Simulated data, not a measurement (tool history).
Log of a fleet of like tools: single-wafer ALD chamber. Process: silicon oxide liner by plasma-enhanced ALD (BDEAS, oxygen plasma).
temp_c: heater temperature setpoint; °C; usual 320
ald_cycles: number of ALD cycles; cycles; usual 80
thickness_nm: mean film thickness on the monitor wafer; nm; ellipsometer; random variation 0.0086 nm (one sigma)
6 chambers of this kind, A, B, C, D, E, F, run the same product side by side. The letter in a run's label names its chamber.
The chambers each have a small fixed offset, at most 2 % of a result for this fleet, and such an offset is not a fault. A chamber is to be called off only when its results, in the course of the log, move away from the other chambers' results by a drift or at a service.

run   hour  temp_c  ald_cycles  read-back reference wafer on the same gauge, thickness_nm  thickness_nm
 1E    4.6     320          80                                                     8.1019        7.2482
 2A      9     320          80                                                     8.0994        7.3552
 3F     12     320          80                                                     8.1039        7.2333
 4C   17.2     320          80                                                     8.1037        7.1419
 5D   23.2     320          80                                                     8.1048        7.2014
 6B   27.4     320          80                                                     8.1032        7.2533
 7E   30.9     320          80                                                     8.1071        7.2541
 8B   36.7     320          80                                                     8.1055        7.2638
 9A   41.1     320          80                                                     8.1071         7.356
10D     46     320          80                                                     8.1094        7.2003
11C   51.1     320          80                                                     8.1112        7.1355
12F   54.8     320          80                                                     8.1104          7.23
13A   61.3     320          80                                                     8.1117        7.3421
14E   65.7     320          80                                                       8.11        7.2733
15B     72     320          80                                                     8.1136        7.2639
16F   77.2     320          80                                                     8.1136        7.2234
17C   81.7     320          80                                                     8.1161        7.1566
18D   86.3     320          80                                                      8.117         7.213
19B   92.6     320          80                                                     8.1178        7.2743
20A   96.7     320          66                                                     8.1187        6.0617
21E    103     320          66                                                     8.1154        6.0023
22F    109     320          66                                                     8.1214        5.9888
23D  114.2     320          66                                                     8.1202        5.9526
24C  120.7     320          66                                                     8.1234        5.9039
25F  125.3     320          66                                                     8.1225        5.9719
26C  130.8     320          80                                                     8.1233        7.1594
27E  134.7     320          80                                                     8.1238        7.2925
28A  140.5     320          80                                                      8.128        7.3557
29B  146.6     320          80                                                     8.1259        7.2779
30D  149.6     320          80                                                     8.1269        7.2276
31C  155.7     320          80                                                     8.1276        7.1474
       157  -- chamber A: thermocouple changed; heater temperature recalibrated
32B  161.2     320          80                                                     8.1293        7.2825
33A  165.8     320          80                                                     8.1286        7.3762
34E    170     315          71                                                     8.1315        6.5061
35F  175.5     315          71                                                     8.1328        6.4923
36D  178.6     315          71                                                     8.1325        6.4577
       181  -- chamber C: thermocouple changed; heater temperature recalibrated
37D  185.1     315          71                                                     8.1342        6.4674
38B  187.9     315          71                                                     8.1342        6.5202
39E  193.5     315          71                                                      8.135        6.5125
40A  197.5     320          80                                                     8.1377        7.3809
41F  203.3     320          80                                                     8.1361        7.2389
42C  208.4     320          80                                                      8.138        7.1686

Which is it: a chamber that has drifted or been left off by a service, a gauge drift common to all chambers, or only each chamber's usual small offset? If a chamber is off, name it and its likeliest cause.

None of the chambers is off. What moves is the gauge, dragging all their readings along together.
Likeliest cause: gauge reads high (%) = 0.484.
